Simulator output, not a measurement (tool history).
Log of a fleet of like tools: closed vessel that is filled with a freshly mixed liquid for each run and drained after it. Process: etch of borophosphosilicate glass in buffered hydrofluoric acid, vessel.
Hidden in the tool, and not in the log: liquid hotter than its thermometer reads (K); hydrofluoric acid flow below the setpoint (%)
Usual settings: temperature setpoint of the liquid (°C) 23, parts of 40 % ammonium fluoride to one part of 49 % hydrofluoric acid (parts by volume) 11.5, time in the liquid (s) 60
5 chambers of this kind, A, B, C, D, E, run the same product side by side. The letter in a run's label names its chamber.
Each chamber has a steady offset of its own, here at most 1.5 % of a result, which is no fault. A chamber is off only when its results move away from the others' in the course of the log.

run,hour,temperature setpoint of the liquid (°C),parts of 40 % ammonium fluoride to one part of 49 % hydrofluoric acid (parts by volume),time in the liquid (s),hours since the thermometer was replaced,hours since the hydrofluoric acid flow meter was replaced,"read-back film thickness of the borophosphosilicate glass reference wafer, read on the same gauge (nm)",thickness taken off the borophosphosilicate glass on a monitor wafer (angstrom)
1D,8.7,23,11.5,60,1255.6,826.1,120.04,1305.3
2E,21.6,23,11.5,60,1341.5,970.5,119.99,1325.4
3B,31.7,23,11.5,60,449.2,434.9,120.03,1301.7
4A,38.4,23,11.5,60,1719.1,110.3,120.02,1285.4
5C,48.5,23,11.5,60,2368.1,826.5,120.04,1313.5
6A,54.3,23,13.5,60,1735.0,126.2,120.01,1105.8
7E,64.4,23,13.5,60,1384.3,1013.3,119.96,1127.5
8B,71.2,23,13.5,60,488.7,474.4,120.02,1107.1
9D,80.7,23,13.5,60,1327.6,898.1,120.04,1105.5
10C,90.8,23,13.5,60,2410.4,868.8,120.03,1113.5
11B,100.9,23,11.5,60,518.4,504.1,120.00,1305.7
12A,109.4,23,11.5,60,1790.1,181.3,119.98,1305.0
13D,118.8,23,8.0,60,1365.7,936.2,120.04,1797.6
14E,131.5,23,8.0,60,1451.4,1080.4,120.04,1856.5
15C,139.4,23,8.0,60,2459.0,917.4,120.04,1858.5
16C,148.1,23,8.0,60,2467.7,926.1,120.02,1873.8
17E,158.8,23,8.0,60,1478.7,1107.7,119.98,1844.5
18A,164.3,23,11.5,60,1845.0,236.2,120.06,1290.5
19B,173.2,23,11.5,60,590.7,576.4,119.99,1295.9
20D,180.2,27,11.5,60,1427.1,997.6,119.95,1588.1
21D,191.8,27,11.5,60,1438.7,1009.2,119.99,1576.4
22B,198.0,27,11.5,60,615.5,601.2,120.02,1615.0
23E,209.1,27,11.5,60,1529.0,1158.0,119.98,1622.7
# hour 210.5: chamber B: thermometer replaced
24C,217.7,27,11.5,60,2537.3,995.7,120.01,1637.5
25A,226.4,23,11.5,60,1907.1,298.3,119.99,1300.4
26C,235.5,23,11.5,60,2555.1,1013.5,120.04,1300.3
27D,242.4,23,11.5,60,1489.3,1059.8,120.00,1279.3
28E,248.0,23,11.5,60,1567.9,1196.9,120.02,1316.7
29A,254.0,23,11.5,60,1934.7,325.9,120.01,1295.7
30B,266.7,23,11.5,60,56.3,669.9,119.99,1290.1
31A,275.1,23,11.5,60,1955.8,347.0,120.07,1306.1
32B,282.3,23,11.5,60,71.9,685.5,120.02,1302.9
33E,289.4,23,11.5,60,1609.3,1238.3,120.02,1311.5
34C,300.5,23,11.5,60,2620.1,1078.5,120.05,1307.2
35D,309.1,23,11.5,60,1556.0,1126.5,120.02,1253.8
36E,318.3,23,11.5,60,1638.2,1267.2,119.99,1322.4

What goes on in this fleet: one chamber off, a drifting gauge, or nothing beyond the chambers' own small offsets? Name the chamber and the cause, if any.

Chamber D drifts away from the others.
Cause: hydrofluoric acid flow below the setpoint (%) = 2.85.
The log may not tell that from: liquid colder than its thermometer reads (K).

Here are 4 candidates for chamber D's next run, each the usual settings with a change, their results left as question marks. Which one brings its results back in line with what the others give on the usual settings?
In line means no further than this from the other chambers' mean on the usual settings: thickness taken off the borophosphosilicate glass on a monitor wafer (angstrom) 24.0
37D-1,327.6,23.0,11.5,65,,,,?
37D-2,327.6,21.5,11.5,60,,,,?
37D-3,327.6,23.0,11.0,60,,,,?
37D-4,327.6,23.0,12.0,60,,,,?

The other chambers' mean on the usual settings: thickness taken off the borophosphosilicate glass on a monitor wafer (angstrom) 1307.4
run,thickness taken off the borophosphosilicate glass on a monitor wafer (angstrom)
37D-1,1362.3
37D-2,1160.0
37D-3,1314.5
37D-4,1205.3
37D-3 brings the chamber back in line.

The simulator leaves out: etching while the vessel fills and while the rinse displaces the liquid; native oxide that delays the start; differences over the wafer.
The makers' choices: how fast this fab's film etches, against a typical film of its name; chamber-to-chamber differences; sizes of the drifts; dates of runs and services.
